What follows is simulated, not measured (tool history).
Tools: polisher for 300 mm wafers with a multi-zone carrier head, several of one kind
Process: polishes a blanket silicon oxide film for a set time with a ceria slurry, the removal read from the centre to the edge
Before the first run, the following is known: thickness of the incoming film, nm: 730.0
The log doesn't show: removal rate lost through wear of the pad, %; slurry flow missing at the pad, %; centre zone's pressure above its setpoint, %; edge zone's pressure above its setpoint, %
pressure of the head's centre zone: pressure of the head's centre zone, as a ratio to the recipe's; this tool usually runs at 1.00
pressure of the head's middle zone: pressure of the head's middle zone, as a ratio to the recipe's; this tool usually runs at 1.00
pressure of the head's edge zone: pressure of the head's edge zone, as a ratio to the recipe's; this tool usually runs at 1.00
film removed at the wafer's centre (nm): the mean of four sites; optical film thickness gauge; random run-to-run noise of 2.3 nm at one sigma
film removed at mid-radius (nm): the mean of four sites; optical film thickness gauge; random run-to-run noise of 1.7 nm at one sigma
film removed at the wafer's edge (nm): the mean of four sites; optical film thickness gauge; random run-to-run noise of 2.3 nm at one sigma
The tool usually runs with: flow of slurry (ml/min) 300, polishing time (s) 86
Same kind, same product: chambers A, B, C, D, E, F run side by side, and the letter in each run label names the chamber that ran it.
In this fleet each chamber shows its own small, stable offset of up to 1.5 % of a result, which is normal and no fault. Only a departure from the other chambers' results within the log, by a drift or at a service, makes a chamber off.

run   hour  flow of slurry (ml/min)  pressure of the head's centre zone  pressure of the head's middle zone  pressure of the head's edge zone  polishing time (s)  wafers polished on this pad  hours since the slurry nozzle was cleaned  hours since the centre zone pressure was calibrated  hours since the edge zone pressure was calibrated  film removed at the wafer's centre (nm)  film removed at mid-radius (nm)  film removed at the wafer's edge (nm)
 1F    4.5                      300                                1.00                                1.00                              1.00                  86                          479                                       71.6                                                132.1                                              572.5                                   200.19                           205.69                                 204.79
 2A    9.5                      300                                1.00                                1.00                              1.00                  86                         1099                                       80.8                                                618.3                                              800.9                                   205.32                           203.55                                 204.47
 3B   15.3                      300                                1.00                                1.00                              1.00                  86                          580                                      569.1                                                136.1                                              211.0                                   212.51                           207.02                                 205.34
 4C   20.1                      300                                1.00                                1.00                              1.00                  86                          687                                      182.8                                               1194.1                                              574.5                                   203.68                           202.32                                 203.27
      21.4  -- chamber E: worn pad replaced by a new one
 5D   28.9                      300                                0.94                                1.00                              1.12                  86                          452                                      171.3                                                 33.4                                              665.9                                   187.11                           202.27                                 219.19
      34.6  -- chamber A: edge zone pressure recalibrated
 6E   35.7                      300                                0.94                                1.00                              1.12                  86                          149                                      460.5                                               1100.3                                              724.2                                   189.75                           205.44                                 217.43
      36.5  -- chamber A: centre zone pressure recalibrated
      37.7  -- chamber A: worn pad replaced by a new one
      41.2  -- chamber C: worn pad replaced by a new one
 7C   42.9                      300                                0.94                                1.00                              1.12                  86                           18                                      205.6                                               1216.9                                              597.3                                   189.58                           207.97                                 220.29
      43.4  -- chamber D: worn pad replaced by a new one
      47.2  -- chamber C: centre zone pressure recalibrated
 8F   47.5                      300                                0.94                                1.00                              1.12                  86                          927                                      114.6                                                175.1                                              615.5                                   189.84                           204.46                                 217.13
      47.7  -- chamber B: worn pad replaced by a new one
 9E   52.9                      300                                0.94                                1.00                              1.12                  86                          328                                      477.7                                               1117.5                                              741.4                                   191.48                           205.24                                 217.38
10A   58.0                      300                                0.94                                1.00                              1.12                  86                          212                                      129.3                                                 21.5                                               23.5                                   189.06                           205.11                                 220.16
11B   64.6                      300                                1.00                                1.00                              1.00                  86                          176                                      618.4                                                185.4                                              260.3                                   206.62                           207.68                                 205.87
12D   69.3                      300                                1.00                                1.00                              1.00                  86                          270                                      211.7                                                 73.8                                              706.3                                   201.15                           201.71                                 204.14
13F   74.4                      300                                1.00                                1.00                              1.00                  86                         1207                                      141.5                                                202.0                                              642.4                                   197.94                           201.93                                 201.56
14A   82.0                      300                                1.00                                1.00                              1.00                  86                          462                                      153.3                                                 45.5                                               47.5                                   208.06                           206.77                                 206.39
15C   91.4                      300                                1.00                                1.00                              1.00                 115                          523                                      254.1                                                 44.2                                              645.8                                   274.97                           271.33                                 274.64
16D   99.6                      300                                1.00                                1.00                              1.00                 115                          585                                      242.0                                                104.1                                              736.6                                   267.51                           271.03                                 267.46
     103.2  -- chamber D: worn pad replaced by a new one
17B  105.4                      300                                1.00                                1.00                              1.00                 115                          601                                      659.2                                                226.2                                              301.1                                   275.02                           274.42                                 273.36
18E  112.7                      300                                1.00                                1.00                              1.00                 115                          951                                      537.5                                               1177.3                                              801.2                                   274.14                           275.24                                 271.71
     115.9  -- chamber E: slurry nozzle cleaned
19C  121.9                      300                                1.00                                1.00                              1.00                 115                          841                                      284.6                                                 74.7                                              676.3                                   272.20                           274.84                                 269.68
20F  127.7                      300                                1.00                                1.00                              1.00                 115                         1763                                      194.8                                                255.3                                              695.7                                   262.23                           263.57                                 254.01
21A  135.4                      300                                1.00                                1.00                              1.00                  86                         1018                                      206.7                                                 98.9                                              100.9                                   204.40                           202.40                                 209.81
     143.0  -- chamber C: worn pad replaced by a new one
22D  143.8                      300                                1.06                                1.00                              1.05                  86                          423                                      286.2                                                148.3                                              780.8                                   213.00                           203.35                                 209.56
     148.6  -- chamber D: worn pad replaced by a new one
23E  151.7                      300                                1.06                                1.00                              1.05                  86                         1358                                       35.9                                               1216.3                                              840.2                                   221.59                           205.68                                 213.65
     155.4  -- chamber B: worn pad replaced by a new one
24B  156.0                      300                                1.06                                1.00                              1.05                  86                            7                                      709.8                                                276.8                                              351.7                                   216.57                           206.25                                 209.79
     157.9  -- chamber E: worn pad replaced by a new one
25B  160.3                      300                                1.06                                1.00                              1.05                  86                           51                                      714.1                                                281.1                                              356.0                                   222.93                           203.81                                 212.53
26E  168.2                      300                                1.06                                1.00                              1.05                  86                          107                                       52.4                                               1232.8                                              856.7                                   220.49                           207.86                                 209.21
27D  176.0                      300                                1.06                                1.00                              1.05                  86                          285                                      318.4                                                180.5                                              813.0                                   218.81                           199.96                                 209.59
     176.8  -- chamber A: worn pad replaced by a new one
     184.0  -- chamber F: edge zone pressure recalibrated
28C  184.8                      300                                1.00                                1.00                              1.00                  86                          436                                      347.5                                                137.6                                              739.2                                   204.17                           202.88                                 206.12
29F  194.2                      300                                1.00                                1.00                              1.00                  86                         2455                                      261.3                                                321.8                                               10.3                                   190.20                           188.23                                 184.68
     199.3  -- chamber D: worn pad replaced by a new one
30A  202.2                      300                                1.00                                1.00                              1.00                  86                          265                                      273.5                                                165.7                                              167.7                                   204.70                           206.86                                 206.88
     204.8  -- chamber D: slurry nozzle cleaned
31D  207.7                      300                                1.00                                1.00                              1.00                  86                           88                                        2.9                                                212.2                                              844.7                                   205.37                           204.78                                 205.19
32C  217.1                      370                                1.00                                1.00                              1.00                 102                          772                                      379.8                                                169.9                                              771.5                                   244.61                           244.22                                 249.08
     222.7  -- chamber B: edge zone pressure recalibrated
33E  223.5                      370                                1.00                                1.00                              1.00                 102                          683                                      107.7                                               1288.1                                              912.0                                   248.25                           247.29                                 247.51
34F  229.6                      370                                1.00                                1.00                              1.00                 102                         2824                                      296.7                                                357.2                                               45.7                                   223.77                           223.34                                 221.60
35A  234.4                      370                                1.00                                1.00                              1.00                 102                          601                                      305.7                                                197.9                                              199.9                                   247.46                           247.52                                 252.54
36B  238.9                      370                                1.00                                1.00                              1.00                 102                          870                                      792.7                                                359.7                                               16.2                                   248.18                           247.20                                 249.52
     240.8  -- chamber B: worn pad replaced by a new one
37F  243.2                      370                                1.00                                1.00                              1.00                 102                         2966                                      310.3                                                370.8                                               59.3                                   219.82                           222.07                                 218.91
38E  249.1                      300                                1.00                                1.00                              1.00                  86                          950                                      133.3                                               1313.7                                              937.6                                   202.54                           207.20                                 202.16
39D  258.2                      300                                1.00                                1.00                              1.00                  86                          614                                       53.4                                                262.7                                              895.2                                   204.33                           205.09                                 205.97
40B  266.5                      300                                1.00                                1.08                              1.00                  86                          268                                      820.3                                                387.3                                               43.8                                   204.70                           219.28                                 208.60

Each of the 6 chambers runs these same settings next. Fill in every chamber's results:
41A  273.3                      300                                1.00                                1.00                              1.06                  86                                                                                                                                                                                                                        ?                                ?                                      ?
41B  273.3                      300                                1.00                                1.00                              1.06                  86                                                                                                                                                                                                                        ?                                ?                                      ?
41C  273.3                      300                                1.00                                1.00                              1.06                  86                                                                                                                                                                                                                        ?                                ?                                      ?
41D  273.3                      300                                1.00                                1.00                              1.06                  86                                                                                                                                                                                                                        ?                                ?                                      ?
41E  273.3                      300                                1.00                                1.00                              1.06                  86                                                                                                                                                                                                                        ?                                ?                                      ?
41F  273.3                      300                                1.00                                1.00                              1.06                  86                                                                                                                                                                                                                        ?                                ?                                      ?

run  film removed at the wafer's centre (nm)  film removed at mid-radius (nm)  film removed at the wafer's edge (nm)
41A                                   199.78                           205.62                                 212.21
41B                                   202.62                           205.65                                 212.61
41C                                   204.90                           206.19                                 210.41
41D                                   202.91                           207.28                                 209.67
41E                                   207.12                           203.51                                 207.75
41F                                   180.97                           185.82                                 187.26
